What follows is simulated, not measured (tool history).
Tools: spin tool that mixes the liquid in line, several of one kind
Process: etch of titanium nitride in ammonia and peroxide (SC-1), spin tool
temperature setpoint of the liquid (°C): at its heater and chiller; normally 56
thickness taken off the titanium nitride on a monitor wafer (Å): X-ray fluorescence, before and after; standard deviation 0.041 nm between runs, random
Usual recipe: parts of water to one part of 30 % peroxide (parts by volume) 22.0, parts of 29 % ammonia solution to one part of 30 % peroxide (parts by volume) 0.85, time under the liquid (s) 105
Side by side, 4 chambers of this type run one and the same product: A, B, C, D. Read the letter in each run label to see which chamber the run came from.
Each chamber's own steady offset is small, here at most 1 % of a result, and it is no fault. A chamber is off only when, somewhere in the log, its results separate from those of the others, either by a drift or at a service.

run,hour,temperature setpoint of the liquid (°C),parts of water to one part of 30 % peroxide (parts by volume),parts of 29 % ammonia solution to one part of 30 % peroxide (parts by volume),time under the liquid (s),"read-back film thickness of the titanium nitride reference wafer, read on the same gauge (nm)",thickness taken off the titanium nitride on a monitor wafer (Å)
1C,5.2,56,22.0,0.85,105,119.99,62.091
# hour 8.6: chamber B: new drum of ammonia solution connected
2D,9.7,56,22.0,0.85,105,119.98,62.341
3B,14.4,56,22.0,0.85,105,120.00,62.746
4A,21.2,56,22.0,0.85,105,119.96,62.460
5C,27.4,56,22.0,0.85,105,120.02,61.606
6B,33.3,56,22.0,0.85,105,120.01,62.787
7A,36.9,56,22.0,0.85,105,119.97,62.434
8D,44.3,56,22.0,0.85,105,119.99,62.424
9A,50.2,56,22.0,0.85,105,119.99,62.215
10C,54.5,56,22.0,0.85,105,119.97,61.912
11D,62.5,56,22.0,0.85,105,120.03,62.173
12B,68.4,56,22.0,0.85,105,120.03,61.897
13B,74.6,56,22.0,0.85,105,120.00,63.053
14A,80.2,56,22.0,0.85,105,119.98,62.156
15D,85.5,56,22.0,0.85,105,119.99,61.743
16C,92.9,56,22.0,0.85,105,120.00,61.992
# hour 93.7: chamber A: thermometer replaced
17C,100.2,56,22.0,0.85,105,120.03,62.333
18D,107.8,56,22.0,0.85,105,119.98,62.389
19B,114.8,56,22.0,0.85,105,119.99,62.326
20A,120.9,56,22.0,0.85,105,120.04,61.769
# hour 126.9: chamber D: thermometer replaced
21B,127.4,56,22.0,0.85,105,119.96,63.058
22D,134.0,56,22.0,0.85,105,120.03,62.111
23A,139.6,56,22.0,0.85,105,120.00,62.108
24C,144.5,56,22.0,0.85,105,119.98,62.068
25D,148.0,56,22.0,0.85,105,120.00,62.019
26C,153.3,56,22.0,0.85,105,119.97,62.204
27A,161.1,56,22.0,0.85,105,120.02,61.987
28B,167.5,56,22.0,0.85,105,119.97,62.564
29C,173.1,56,22.0,0.85,105,119.99,62.475
# hour 176.4: chamber A: new drum of ammonia solution connected
30A,178.4,56,16.5,0.85,145,120.03,100.080

Next, all 4 chambers run the settings below, one line each with question marks for the results. What does each chamber give?
31A,184.2,56,22.0,0.85,105,,?
31B,184.2,56,22.0,0.85,105,,?
31C,184.2,56,22.0,0.85,105,,?
31D,184.2,56,22.0,0.85,105,,?

run,thickness taken off the titanium nitride on a monitor wafer (Å)
31A,61.679
31B,62.778
31C,61.848
31D,61.170
